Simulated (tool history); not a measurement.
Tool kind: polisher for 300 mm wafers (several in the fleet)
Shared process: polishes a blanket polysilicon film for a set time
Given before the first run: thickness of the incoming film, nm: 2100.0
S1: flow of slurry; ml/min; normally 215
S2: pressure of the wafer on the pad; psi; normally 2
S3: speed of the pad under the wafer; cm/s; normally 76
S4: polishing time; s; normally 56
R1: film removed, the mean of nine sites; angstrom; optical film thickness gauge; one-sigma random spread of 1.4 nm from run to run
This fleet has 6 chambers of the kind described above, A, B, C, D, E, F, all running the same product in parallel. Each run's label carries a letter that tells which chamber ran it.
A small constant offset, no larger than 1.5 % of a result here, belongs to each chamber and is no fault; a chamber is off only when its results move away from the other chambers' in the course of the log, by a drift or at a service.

run,hour,S1,S2,S3,S4,R1
1B,8.4,215,2,76,56,2176.3
2C,16.8,215,2,76,56,2199.1
3A,24.5,215,2,76,56,2192.2
# hour 28.9: chamber A: slurry nozzle cleaned
4D,32.8,215,2,76,56,2212
5E,48.8,215,2,76,56,2228.9
# hour 50.7: chamber C: worn pad replaced by a new one
6F,58.4,215,2.3,76,39,1781.4
# hour 61.1: chamber B: worn pad replaced by a new one
7E,66.9,215,2.3,76,39,1759.5
8C,75.3,215,2.3,76,39,1761.9
9D,84.6,215,2.3,76,39,1765.3
# hour 95.4: chamber E: slurry nozzle cleaned
10B,97.2,215,2.3,76,39,1752.7
# hour 98.1: chamber E: worn pad replaced by a new one
# hour 106.6: chamber F: worn pad replaced by a new one
11F,107.6,215,2.3,76,39,1795.5
12A,116.1,215,2,76,56,2191.7
# hour 122.2: chamber F: slurry nozzle cleaned
13E,127.4,215,2,76,56,2231.5
# hour 131.8: chamber D: worn pad replaced by a new one
14C,138.2,250,2,60,56,1786.8
# hour 142.5: chamber D: head pressure recalibrated
15A,146.9,250,2,60,56,1779
# hour 156.4: chamber E: head pressure recalibrated
16B,160.1,250,2,60,56,1751
# hour 163.1: chamber A: worn pad replaced by a new one
17F,172.3,250,2,60,56,1806.8
18D,187.1,250,2,60,56,1756.8
# hour 189: chamber F: head pressure recalibrated
19E,201.6,250,2,60,56,1787.9
# hour 204.6: chamber C: slurry nozzle cleaned
20A,214.8,215,2,76,56,2178.1
# hour 226.3: chamber C: worn pad replaced by a new one
21F,228,215,2,76,56,2083.8
22C,236.8,215,2,76,56,2210.1
# hour 240.6: chamber B: worn pad replaced by a new one
# hour 243.4: chamber C: head pressure recalibrated
23B,251.2,215,2,76,56,2148.8
24D,259.6,215,2,76,56,2198.2
# hour 266.8: chamber D: worn pad replaced by a new one
25A,275.8,215,2,76,56,2166.9
26F,291,215,2,76,56,2090.6
# hour 296.2: chamber E: worn pad replaced by a new one
# hour 302.7: chamber E: slurry nozzle cleaned
27E,304.5,180,1.5,76,56,1615.7
# hour 307.8: chamber D: slurry nozzle cleaned
28B,315.6,180,1.5,76,56,1605.8
# hour 317.8: chamber F: worn pad replaced by a new one
29C,329,180,1.5,76,56,1598.5
# hour 339.3: chamber A: worn pad replaced by a new one
30D,341.8,180,1.5,76,56,1622.6
31D,355,180,1.5,76,56,1628.3
32E,370.1,180,1.5,76,56,1622.7
# hour 374.5: chamber C: worn pad replaced by a new one
33F,378.8,215,2,76,56,2098.9
34A,387.8,215,2,76,56,2205.2
35B,399.5,215,2,76,56,2171.4
36C,415.3,215,2,76,56,2201.6

The same settings go to every chamber for the next run, one line per chamber below. Forecast the results for each:
37A,426.9,215,1.4,76,56,?
37B,426.9,215,1.4,76,56,?
37C,426.9,215,1.4,76,56,?
37D,426.9,215,1.4,76,56,?
37E,426.9,215,1.4,76,56,?
37F,426.9,215,1.4,76,56,?

run,R1
37A,1542
37B,1537.2
37C,1498.6
37D,1530.9
37E,1553.6
37F,1469.8
